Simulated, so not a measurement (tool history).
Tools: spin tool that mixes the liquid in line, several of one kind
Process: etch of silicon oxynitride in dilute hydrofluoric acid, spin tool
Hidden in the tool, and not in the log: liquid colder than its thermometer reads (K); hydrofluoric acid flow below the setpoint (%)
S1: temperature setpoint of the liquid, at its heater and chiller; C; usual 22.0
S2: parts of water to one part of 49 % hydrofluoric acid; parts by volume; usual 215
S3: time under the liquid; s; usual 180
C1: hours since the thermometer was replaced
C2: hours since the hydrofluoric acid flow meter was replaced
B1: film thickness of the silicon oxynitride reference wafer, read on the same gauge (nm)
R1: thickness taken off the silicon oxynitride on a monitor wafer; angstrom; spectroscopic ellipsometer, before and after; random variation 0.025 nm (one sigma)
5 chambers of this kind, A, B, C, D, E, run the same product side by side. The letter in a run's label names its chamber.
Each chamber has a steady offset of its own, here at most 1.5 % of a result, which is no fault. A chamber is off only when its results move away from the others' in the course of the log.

run	hour	S1	S2	S3	C1	C2	B1	R1
1D	11.8	22.0	215	180	1167.8	928.1	110.01	33.147
2B	24.7	22.0	215	180	307.2	1187.8	110.00	33.271
3E	32.9	22.0	215	180	781.6	598.0	110.01	33.118
4A	44.0	22.0	215	180	656.7	624.9	110.03	33.449
5C	54.9	22.0	215	180	530.6	68.0	109.99	33.736
6B	61.3	22.0	215	180	343.8	1224.4	110.00	33.353
# hour 61.9: chamber D: hydrofluoric acid flow meter replaced
7D	75.1	22.0	215	180	1231.1	13.3	110.01	32.923
8C	89.5	22.0	215	180	565.2	102.6	110.00	33.559
# hour 92.1: chamber B: hydrofluoric acid flow meter replaced
9A	100.6	22.0	285	180	713.3	681.5	110.02	24.261
10E	108.5	22.0	285	180	857.2	673.6	110.01	23.514
11C	118.3	22.0	285	180	594.0	131.4	110.00	24.547
12D	130.8	22.0	285	180	1286.8	69.0	109.98	24.104
13A	138.9	22.0	285	180	751.6	719.8	110.01	24.227
14B	149.1	22.0	215	180	431.6	57.0	109.99	32.915
15E	157.1	22.0	215	180	905.8	722.2	109.99	33.074
16D	170.4	22.0	215	220	1326.4	108.6	109.98	40.777
17E	181.0	22.0	215	220	929.7	746.1	110.00	40.500
18C	195.1	22.0	215	220	670.8	208.2	110.00	41.506
19A	202.8	22.0	215	220	815.5	783.7	109.98	40.654
20B	211.5	22.0	215	220	494.0	119.4	110.02	39.350
21E	219.4	22.0	215	180	968.1	784.5	109.99	33.387
22D	233.0	24.5	260	180	1389.0	171.2	110.01	30.009
23B	242.2	24.5	260	180	524.7	150.1	110.02	28.777
24C	249.0	24.5	260	180	724.7	262.1	109.99	30.177
25A	263.5	24.5	260	180	876.2	844.4	110.00	29.507
26A	278.0	24.5	260	180	890.7	858.9	110.00	30.073
27D	289.7	22.0	215	180	1445.7	227.9	110.02	33.134
28B	299.1	22.0	215	180	581.6	207.0	110.00	31.750
29E	307.0	22.0	215	180	1055.7	872.1	110.00	33.031
30C	316.1	22.0	215	180	791.8	329.2	109.99	33.473
# hour 327.2: chamber C: thermometer replaced
31D	329.7	22.0	215	180	1485.7	267.9	109.99	32.977
32B	341.1	22.0	215	180	623.6	249.0	110.00	31.428
33C	348.5	22.0	215	180	21.3	361.6	110.00	33.961
34A	356.0	22.0	215	180	968.7	936.9	110.01	33.500
35E	367.6	22.0	215	180	1116.3	932.7	110.01	32.928

Is one chamber off against the others, does the gauge drift, or is nothing wrong? If a chamber is off, say which, and what the likeliest cause is.

Chamber B drifts away from the others.
Cause: liquid colder than its thermometer reads (K) = 1.8.

Here are 4 candidates for chamber B's next run, each the usual settings with a change, their results left as question marks. Which one brings its results back in line with what the others give on the usual settings?
In line means no further than this from the other chambers' mean on the usual settings: R1 0.870 angstrom
36B-1	378.0	22.0	200	180				?
36B-2	378.0	22.0	230	180				?
36B-3	378.0	22.0	215	185				?
36B-4	378.0	22.0	215	175				?

The other chambers' mean on the usual settings: R1 33.361 angstrom
run	R1
36B-1	33.310
36B-2	28.460
36B-3	31.567
36B-4	29.861
36B-1 brings the chamber back in line.

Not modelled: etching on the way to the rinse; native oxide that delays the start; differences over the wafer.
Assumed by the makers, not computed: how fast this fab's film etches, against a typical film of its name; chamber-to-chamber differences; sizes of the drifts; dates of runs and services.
